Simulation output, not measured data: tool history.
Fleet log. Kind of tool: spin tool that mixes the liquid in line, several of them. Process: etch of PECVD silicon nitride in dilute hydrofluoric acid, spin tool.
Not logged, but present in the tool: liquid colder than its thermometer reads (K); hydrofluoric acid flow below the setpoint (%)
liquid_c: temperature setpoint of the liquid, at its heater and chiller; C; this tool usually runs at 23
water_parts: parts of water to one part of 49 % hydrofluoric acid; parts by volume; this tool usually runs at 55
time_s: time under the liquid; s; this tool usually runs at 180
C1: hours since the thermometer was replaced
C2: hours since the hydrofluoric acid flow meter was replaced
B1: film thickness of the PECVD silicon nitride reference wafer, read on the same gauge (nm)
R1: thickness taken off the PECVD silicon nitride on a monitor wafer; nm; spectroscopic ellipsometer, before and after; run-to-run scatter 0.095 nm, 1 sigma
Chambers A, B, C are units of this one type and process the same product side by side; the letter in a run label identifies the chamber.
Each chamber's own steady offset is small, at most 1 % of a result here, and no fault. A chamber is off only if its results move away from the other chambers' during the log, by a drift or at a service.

Run 1A, hour 9.1: usual settings; C1 15.8; C2 478.7; B1 79.994. Result: R1 16.414 nm.
Run 2B, hour 15.7: usual settings; C1 466.1; C2 592.1; B1 80.008. Result: R1 16.118 nm.
Run 3C, hour 23.5: usual settings; C1 576.9; C2 1453.6; B1 79.99. Result: R1 16.249 nm.
Run 4C, hour 34.8: usual settings; C1 588.2; C2 1464.9; B1 79.978. Result: R1 16.251 nm.
At hour 36.7: chamber B: hydrofluoric acid flow meter replaced.
Run 5A, hour 40.7: usual settings; C1 47.4; C2 510.3; B1 80.004. Result: R1 16.356 nm.
Run 6B, hour 49.9: usual settings; C1 500.3; C2 13.3; B1 79.995. Result: R1 16.122 nm.
Run 7A, hour 55.3: usual settings; C1 62; C2 524.9; B1 80.015. Result: R1 16.141 nm.
Run 8C, hour 61.3: usual settings; C1 614.7; C2 1491.4; B1 80.007. Result: R1 16.402 nm.
Run 9B, hour 67.9: usual settings; C1 518.3; C2 31.3; B1 80.002. Result: R1 15.912 nm.
Run 10A, hour 76.1: usual settings; C1 82.8; C2 545.7; B1 80.001. Result: R1 16.377 nm.
Run 11C, hour 82.5: usual settings; C1 635.9; C2 1512.6; B1 79.99. Result: R1 16.338 nm.
Run 12B, hour 91.7: usual settings but water_parts 30 parts by volume, time_s 245 s; C1 542.1; C2 55.1; B1 80.027. Result: R1 38.732 nm.
Run 13A, hour 102.8: usual settings but water_parts 30 parts by volume, time_s 245 s; C1 109.5; C2 572.4; B1 79.993. Result: R1 39.238 nm.
Run 14C, hour 113.8: usual settings but water_parts 30 parts by volume, time_s 245 s; C1 667.2; C2 1543.9; B1 80.012. Result: R1 40.082 nm.
Run 15B, hour 119.2: usual settings; C1 569.6; C2 82.6; B1 79.988. Result: R1 15.685 nm.
Run 16C, hour 130.3: usual settings; C1 683.7; C2 1560.4; B1 79.984. Result: R1 16.162 nm.
Run 17B, hour 138.7: usual settings; C1 589.1; C2 102.1; B1 80.015. Result: R1 15.523 nm.
Run 18A, hour 144.2: usual settings; C1 150.9; C2 613.8; B1 80.006. Result: R1 16.264 nm.
Run 19A, hour 153.2: usual settings; C1 159.9; C2 622.8; B1 80.002. Result: R1 16.131 nm.
Run 20B, hour 163.4: usual settings but water_parts 80 parts by volume; C1 613.8; C2 126.8; B1 79.987. Result: R1 10.633 nm.
Run 21C, hour 172.7: usual settings but water_parts 80 parts by volume; C1 726.1; C2 1602.8; B1 80.004. Result: R1 11.274 nm.
Run 22B, hour 182.5: usual settings but water_parts 80 parts by volume; C1 632.9; C2 145.9; B1 79.991. Result: R1 10.44 nm.
Run 23A, hour 193: usual settings; C1 199.7; C2 662.6; B1 79.993. Result: R1 16.344 nm.
Run 24C, hour 201.9: usual settings but liquid_c 19.5 C, time_s 270 s; C1 755.3; C2 1632; B1 80.003. Result: R1 19.088 nm.
Run 25B, hour 209.8: usual settings but liquid_c 19.5 C, time_s 270 s; C1 660.2; C2 173.2; B1 80. Result: R1 17.693 nm.
Run 26C, hour 214.9: usual settings but liquid_c 19.5 C, time_s 270 s; C1 768.3; C2 1645; B1 80.009. Result: R1 19.129 nm.

Next, all 3 chambers run the settings below, one line each with question marks for the results. What does each chamber give?
Run 27A, hour 223.3: usual settings. Result: R1 ?.
Run 27B, hour 223.3: usual settings. Result: R1 ?.
Run 27C, hour 223.3: usual settings. Result: R1 ?.

run      R1
27A   16.29
27B  14.723
27C  16.353
